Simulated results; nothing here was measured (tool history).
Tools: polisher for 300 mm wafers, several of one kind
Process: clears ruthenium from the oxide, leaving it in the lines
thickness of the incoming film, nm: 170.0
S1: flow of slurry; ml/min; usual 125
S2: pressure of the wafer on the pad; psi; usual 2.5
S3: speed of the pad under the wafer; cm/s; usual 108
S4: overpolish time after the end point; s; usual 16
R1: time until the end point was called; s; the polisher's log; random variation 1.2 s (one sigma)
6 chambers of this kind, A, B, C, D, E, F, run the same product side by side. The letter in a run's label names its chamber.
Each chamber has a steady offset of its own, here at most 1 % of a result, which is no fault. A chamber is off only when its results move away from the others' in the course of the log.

run	hour	S1	S2	S3	S4	R1
1C	4.7	125	2.5	108	16	117.490
2B	8.0	125	2.5	108	16	118.980
3D	11.5	125	2.5	108	16	118.520
4F	16.7	125	2.5	108	16	120.160
# hour 17.7: chamber D: worn pad replaced by a new one
# hour 20.6: chamber B: worn pad replaced by a new one
5E	21.4	160	2.5	108	21	111.510
6A	25.1	160	2.5	108	21	116.300
# hour 29.0: chamber E: worn pad replaced by a new one
7D	31.1	160	2.5	108	21	112.990
8F	34.5	160	2.5	108	21	111.890
# hour 37.5: chamber C: slurry nozzle cleaned
9C	37.9	160	2.5	108	21	114.900
10A	42.8	160	2.5	108	21	114.980
# hour 45.0: chamber A: worn pad replaced by a new one
11B	49.4	125	2.5	108	16	118.410
12E	56.4	125	2.5	108	16	117.190
# hour 59.7: chamber F: worn pad replaced by a new one
13B	61.0	125	2.5	108	16	116.300
# hour 61.7: chamber A: slurry nozzle cleaned
14C	66.6	125	2.5	108	16	119.390
15A	70.4	125	2.5	108	6	120.360
16E	77.3	125	2.5	108	6	118.020
17F	82.0	125	2.5	108	6	117.720
18D	85.7	125	2.5	108	6	117.590
# hour 89.6: chamber C: worn pad replaced by a new one
19B	90.1	125	2.5	108	6	115.730
20E	97.0	125	2.5	108	6	117.470
21C	102.5	125	2.5	108	16	119.870
# hour 108.8: chamber F: slurry nozzle cleaned
22A	109.0	125	2.5	108	16	119.400
23F	113.2	125	3.1	108	25	97.879
24D	118.4	125	3.1	108	25	96.288
25F	123.8	125	3.1	108	25	94.576
# hour 126.7: chamber B: worn pad replaced by a new one
26B	130.5	125	3.1	108	25	95.998
# hour 133.4: chamber D: worn pad replaced by a new one
# hour 134.5: chamber F: worn pad replaced by a new one
27D	137.1	125	3.1	108	25	96.731
# hour 142.9: chamber A: head pressure recalibrated
28A	143.0	125	3.1	108	25	95.491
29C	149.4	125	2.5	108	16	117.660
30E	156.6	125	2.5	108	16	115.400
31E	163.7	125	2.5	108	16	116.910
32A	167.5	125	2.5	108	16	120.640
33D	174.6	90	2.5	108	16	127.690
34B	178.5	90	2.5	108	16	129.160
35C	184.5	90	2.5	108	16	129.790
36F	189.5	90	2.5	108	16	128.410
37E	195.3	90	2.5	108	16	127.580

What goes on in this fleet: one chamber off, a drifting gauge, or nothing beyond the chambers' own small offsets? Name the chamber and the cause, if any.

No chamber stands off beyond its own small offset, and the gauge holds steady.

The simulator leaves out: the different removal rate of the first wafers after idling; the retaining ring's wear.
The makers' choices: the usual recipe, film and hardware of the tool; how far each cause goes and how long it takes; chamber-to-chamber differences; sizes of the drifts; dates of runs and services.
